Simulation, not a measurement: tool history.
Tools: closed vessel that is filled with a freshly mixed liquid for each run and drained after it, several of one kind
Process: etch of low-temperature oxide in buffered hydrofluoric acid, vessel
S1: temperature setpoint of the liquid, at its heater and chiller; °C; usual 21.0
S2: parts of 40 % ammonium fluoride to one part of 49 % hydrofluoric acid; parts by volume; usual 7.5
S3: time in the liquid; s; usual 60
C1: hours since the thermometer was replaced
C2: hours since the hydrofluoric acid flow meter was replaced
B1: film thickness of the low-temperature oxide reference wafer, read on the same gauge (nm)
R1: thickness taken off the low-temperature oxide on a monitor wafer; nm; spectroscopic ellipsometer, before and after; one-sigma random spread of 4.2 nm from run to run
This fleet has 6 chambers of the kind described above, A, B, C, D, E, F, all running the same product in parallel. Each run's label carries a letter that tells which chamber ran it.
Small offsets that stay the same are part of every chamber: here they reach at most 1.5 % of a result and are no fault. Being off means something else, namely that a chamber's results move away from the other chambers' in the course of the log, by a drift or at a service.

Run 1F, hour 9.9: usual settings; C1 2190.4; C2 358.8; B1 50.003. Result: R1 433.12 nm.
Run 2A, hour 14.5: usual settings; C1 202.8; C2 1354.6; B1 50.015. Result: R1 436.23 nm.
Run 3E, hour 20.9: usual settings; C1 380.4; C2 1479.7; B1 50.000. Result: R1 438.67 nm.
Run 4D, hour 25.2: usual settings; C1 449.7; C2 733.1; B1 50.023. Result: R1 447.62 nm.
Run 5C, hour 35.0: usual settings; C1 2290.8; C2 1378.4; B1 49.970. Result: R1 440.94 nm.
Run 6B, hour 40.5: usual settings; C1 564.1; C2 171.4; B1 49.970. Result: R1 447.37 nm.
Run 7F, hour 50.5: usual settings; C1 2231.0; C2 399.4; B1 50.028. Result: R1 439.93 nm.
Run 8C, hour 57.6: usual settings; C1 2313.4; C2 1401.0; B1 49.979. Result: R1 442.59 nm.
Run 9D, hour 67.2: usual settings; C1 491.7; C2 775.1; B1 50.010. Result: R1 444.30 nm.
Run 10E, hour 74.3: usual settings but S2 5.5 parts by volume; C1 433.8; C2 1533.1; B1 50.022. Result: R1 574.95 nm.
Run 11A, hour 78.7: usual settings but S2 5.5 parts by volume; C1 267.0; C2 1418.8; B1 49.995. Result: R1 575.00 nm.
Run 12B, hour 87.5: usual settings but S2 5.5 parts by volume; C1 611.1; C2 218.4; B1 49.996. Result: R1 589.25 nm.
At hour 91.3: chamber D: hydrofluoric acid flow meter replaced.
Run 13E, hour 92.0: usual settings but S2 5.5 parts by volume; C1 451.5; C2 1550.8; B1 50.013. Result: R1 581.29 nm.
Run 14A, hour 101.5: usual settings but S2 5.5 parts by volume; C1 289.8; C2 1441.6; B1 50.006. Result: R1 587.49 nm.
Run 15F, hour 108.4: usual settings but S2 5.5 parts by volume; C1 2288.9; C2 457.3; B1 49.997. Result: R1 574.00 nm.
Run 16D, hour 113.5: usual settings; C1 538.0; C2 22.2; B1 49.986. Result: R1 440.54 nm.
Run 17C, hour 119.0: usual settings; C1 2374.8; C2 1462.4; B1 49.995. Result: R1 436.29 nm.
Run 18B, hour 125.8: usual settings; C1 649.4; C2 256.7; B1 50.002. Result: R1 433.88 nm.
Run 19E, hour 130.1: usual settings; C1 489.6; C2 1588.9; B1 49.978. Result: R1 439.42 nm.
Run 20C, hour 137.5: usual settings; C1 2393.3; C2 1480.9; B1 50.011. Result: R1 440.69 nm.
Run 21B, hour 145.8: usual settings but S2 10.5 parts by volume; C1 669.4; C2 276.7; B1 50.016. Result: R1 318.64 nm.
At hour 151.2: chamber C: hydrofluoric acid flow meter replaced.
Run 22F, hour 154.4: usual settings but S2 10.5 parts by volume; C1 2334.9; C2 503.3; B1 50.007. Result: R1 314.17 nm.
Run 23D, hour 162.4: usual settings but S2 10.5 parts by volume; C1 586.9; C2 71.1; B1 50.008. Result: R1 324.14 nm.
At hour 163.5: chamber E: hydrofluoric acid flow meter replaced.
Run 24A, hour 168.8: usual settings but S2 10.5 parts by volume; C1 357.1; C2 1508.9; B1 49.963. Result: R1 314.19 nm.
Run 25B, hour 174.8: usual settings but S2 10.5 parts by volume; C1 698.4; C2 305.7; B1 50.000. Result: R1 310.54 nm.
Run 26A, hour 179.4: usual settings but S2 10.5 parts by volume; C1 367.7; C2 1519.5; B1 50.010. Result: R1 321.11 nm.
Run 27C, hour 188.3: usual settings; C1 2444.1; C2 37.1; B1 49.971. Result: R1 438.03 nm.
Run 28F, hour 195.0: usual settings; C1 2375.5; C2 543.9; B1 50.012. Result: R1 433.79 nm.
Run 29D, hour 200.5: usual settings; C1 625.0; C2 109.2; B1 49.988. Result: R1 445.50 nm.
Run 30E, hour 209.4: usual settings; C1 568.9; C2 46.0; B1 49.993. Result: R1 433.49 nm.
Run 31D, hour 218.5: usual settings; C1 643.0; C2 127.2; B1 50.008. Result: R1 440.27 nm.
Run 32B, hour 227.6: usual settings but S1 18.5 °C, S2 10.5 parts by volume; C1 751.2; C2 358.5; B1 49.976. Result: R1 266.49 nm.
Run 33E, hour 235.1: usual settings but S1 18.5 °C, S2 10.5 parts by volume; C1 594.6; C2 71.7; B1 49.986. Result: R1 280.52 nm.
Run 34A, hour 243.5: usual settings but S1 18.5 °C, S2 10.5 parts by volume; C1 431.8; C2 1583.6; B1 50.001. Result: R1 277.85 nm.
Run 35F, hour 248.9: usual settings but S1 18.5 °C, S2 10.5 parts by volume; C1 2429.4; C2 597.8; B1 50.007. Result: R1 274.93 nm.
Run 36C, hour 256.7: usual settings but S1 18.5 °C, S2 10.5 parts by volume; C1 2512.5; C2 105.5; B1 50.003. Result: R1 274.05 nm.
Run 37D, hour 263.7: usual settings but S1 18.5 °C, S2 10.5 parts by volume; C1 688.2; C2 172.4; B1 50.012. Result: R1 285.41 nm.
Run 38E, hour 272.3: usual settings; C1 631.8; C2 108.9; B1 50.037. Result: R1 433.09 nm.
Run 39B, hour 277.1: usual settings; C1 800.7; C2 408.0; B1 50.002. Result: R1 404.25 nm.

Predict what each chamber gives when all 6 of them run the settings below next.
Run 40A, hour 284.2: usual settings but S2 6.5 parts by volume. Result: R1 ?.
Run 40B, hour 284.2: usual settings but S2 6.5 parts by volume. Result: R1 ?.
Run 40C, hour 284.2: usual settings but S2 6.5 parts by volume. Result: R1 ?.
Run 40D, hour 284.2: usual settings but S2 6.5 parts by volume. Result: R1 ?.
Run 40E, hour 284.2: usual settings but S2 6.5 parts by volume. Result: R1 ?.
Run 40F, hour 284.2: usual settings but S2 6.5 parts by volume. Result: R1 ?.

run      R1
40A  498.97
40B  449.92
40C  503.26
40D  504.52
40E  499.34
40F  499.76

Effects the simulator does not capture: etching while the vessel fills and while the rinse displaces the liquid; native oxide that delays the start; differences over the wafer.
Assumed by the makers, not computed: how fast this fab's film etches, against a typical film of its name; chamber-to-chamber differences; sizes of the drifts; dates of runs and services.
